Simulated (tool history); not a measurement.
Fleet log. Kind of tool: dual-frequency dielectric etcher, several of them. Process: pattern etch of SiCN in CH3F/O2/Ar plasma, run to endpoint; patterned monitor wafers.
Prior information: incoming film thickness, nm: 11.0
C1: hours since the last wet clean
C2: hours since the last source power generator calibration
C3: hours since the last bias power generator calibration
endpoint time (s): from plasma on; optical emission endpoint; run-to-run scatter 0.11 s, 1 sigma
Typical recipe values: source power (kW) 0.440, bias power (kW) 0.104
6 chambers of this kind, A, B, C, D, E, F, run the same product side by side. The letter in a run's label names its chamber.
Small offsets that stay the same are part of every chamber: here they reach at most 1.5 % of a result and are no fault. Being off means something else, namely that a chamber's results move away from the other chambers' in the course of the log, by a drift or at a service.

Run 1E, hour 7.0: usual settings; C1 294.3; C2 3057.6; C3 1876.5. Result: endpoint time (s) 24.721.
Run 2B, hour 13.3: usual settings; C1 386.7; C2 673.5; C3 451.9. Result: endpoint time (s) 24.823.
At hour 16.5: chamber B: wet clean of the chamber.
Run 3A, hour 22.1: usual settings; C1 203.5; C2 2706.7; C3 3419.5. Result: endpoint time (s) 24.825.
Run 4D, hour 33.7: usual settings; C1 535.7; C2 218.7; C3 2420.7. Result: endpoint time (s) 24.780.
At hour 36.2: chamber C: source power generator calibrated.
At hour 38.1: chamber E: source power generator calibrated.
Run 5C, hour 45.9: usual settings; C1 313.7; C2 9.7; C3 1779.0. Result: endpoint time (s) 25.146.
At hour 51.2: chamber D: wet clean of the chamber.
Run 6F, hour 57.9: usual settings; C1 421.0; C2 835.9; C3 1673.6. Result: endpoint time (s) 24.713.
Run 7C, hour 67.7: usual settings; C1 335.5; C2 31.5; C3 1800.8. Result: endpoint time (s) 25.170.
Run 8A, hour 75.8: usual settings; C1 257.2; C2 2760.4; C3 3473.2. Result: endpoint time (s) 24.797.
Run 9B, hour 88.7: usual settings; C1 72.2; C2 748.9; C3 527.3. Result: endpoint time (s) 24.528.
Run 10F, hour 96.0: usual settings; C1 459.1; C2 874.0; C3 1711.7. Result: endpoint time (s) 24.793.
Run 11D, hour 104.1: usual settings; C1 53.0; C2 289.1; C3 2491.1. Result: endpoint time (s) 24.869.
Run 12E, hour 116.6: usual settings but source power (kW) 0.500, bias power (kW) 0.119; C1 403.9; C2 78.6; C3 1986.1. Result: endpoint time (s) 22.224.
Run 13D, hour 129.3: usual settings but source power (kW) 0.500, bias power (kW) 0.119; C1 78.2; C2 314.3; C3 2516.3. Result: endpoint time (s) 22.435.
Run 14A, hour 136.3: usual settings but source power (kW) 0.500, bias power (kW) 0.119; C1 317.7; C2 2820.9; C3 3533.7. Result: endpoint time (s) 22.327.
Run 15F, hour 148.1: usual settings but source power (kW) 0.500, bias power (kW) 0.119; C1 511.2; C2 926.1; C3 1763.8. Result: endpoint time (s) 22.480.
Run 16B, hour 154.7: usual settings but source power (kW) 0.500, bias power (kW) 0.119; C1 138.2; C2 814.9; C3 593.3. Result: endpoint time (s) 22.348.
Run 17E, hour 164.1: usual settings but source power (kW) 0.500, bias power (kW) 0.119; C1 451.4; C2 126.1; C3 2033.6. Result: endpoint time (s) 22.314.
At hour 167.5: chamber A: wet clean of the chamber.
Run 18C, hour 171.4: usual settings; C1 439.2; C2 135.2; C3 1904.5. Result: endpoint time (s) 25.041.
At hour 173.6: chamber A: source power generator calibrated.
Run 19B, hour 182.3: usual settings; C1 165.8; C2 842.5; C3 620.9. Result: endpoint time (s) 24.577.
At hour 188.3: chamber E: wet clean of the chamber.
At hour 192.6: chamber F: wet clean of the chamber.
Run 20C, hour 195.7: usual settings but source power (kW) 0.360, bias power (kW) 0.128; C1 463.5; C2 159.5; C3 1928.8. Result: endpoint time (s) 24.918.
Run 21F, hour 203.1: usual settings but source power (kW) 0.360, bias power (kW) 0.128; C1 10.6; C2 981.1; C3 1818.8. Result: endpoint time (s) 24.445.
Run 22D, hour 210.8: usual settings but source power (kW) 0.360, bias power (kW) 0.128; C1 159.7; C2 395.8; C3 2597.8. Result: endpoint time (s) 24.686.
Run 23A, hour 219.2: usual settings but source power (kW) 0.360, bias power (kW) 0.128; C1 51.7; C2 45.7; C3 3616.6. Result: endpoint time (s) 24.726.
Run 24E, hour 226.9: usual settings but source power (kW) 0.360, bias power (kW) 0.128; C1 38.7; C2 188.9; C3 2096.4. Result: endpoint time (s) 24.383.
At hour 229.0: chamber C: wet clean of the chamber.
Run 25B, hour 232.9: usual settings but source power (kW) 0.360, bias power (kW) 0.128; C1 216.4; C2 893.1; C3 671.5. Result: endpoint time (s) 24.533.
Run 26E, hour 239.4: usual settings; C1 51.2; C2 201.4; C3 2108.9. Result: endpoint time (s) 24.606.
Run 27C, hour 251.2: usual settings; C1 22.3; C2 215.0; C3 1984.3. Result: endpoint time (s) 25.173.
Run 28F, hour 257.2: usual settings; C1 64.7; C2 1035.2; C3 1872.9. Result: endpoint time (s) 24.577.
Run 29D, hour 265.9: usual settings; C1 214.8; C2 450.9; C3 2652.9. Result: endpoint time (s) 24.847.
Run 30A, hour 275.0: usual settings; C1 107.5; C2 101.5; C3 3672.4. Result: endpoint time (s) 24.690.
Run 31A, hour 281.0: usual settings; C1 113.5; C2 107.5; C3 3678.4. Result: endpoint time (s) 24.705.
Run 32F, hour 290.1: usual settings; C1 97.6; C2 1068.1; C3 1905.8. Result: endpoint time (s) 24.713.
Run 33D, hour 300.2: usual settings; C1 249.1; C2 485.2; C3 2687.2. Result: endpoint time (s) 24.990.
Run 34B, hour 313.7: usual settings but source power (kW) 0.500, bias power (kW) 0.117; C1 297.2; C2 973.9; C3 752.3. Result: endpoint time (s) 22.341.
Run 35E, hour 319.7: usual settings but source power (kW) 0.500, bias power (kW) 0.117; C1 131.5; C2 281.7; C3 2189.2. Result: endpoint time (s) 22.516.
Run 36C, hour 327.6: usual settings but source power (kW) 0.500, bias power (kW) 0.117; C1 98.7; C2 291.4; C3 2060.7. Result: endpoint time (s) 22.895.

Is one chamber off against the others, does the gauge drift, or is nothing wrong? If a chamber is off, say which, and what the likeliest cause is.

Nothing is wrong: each chamber keeps only its own small, steady offset and the gauge holds still.

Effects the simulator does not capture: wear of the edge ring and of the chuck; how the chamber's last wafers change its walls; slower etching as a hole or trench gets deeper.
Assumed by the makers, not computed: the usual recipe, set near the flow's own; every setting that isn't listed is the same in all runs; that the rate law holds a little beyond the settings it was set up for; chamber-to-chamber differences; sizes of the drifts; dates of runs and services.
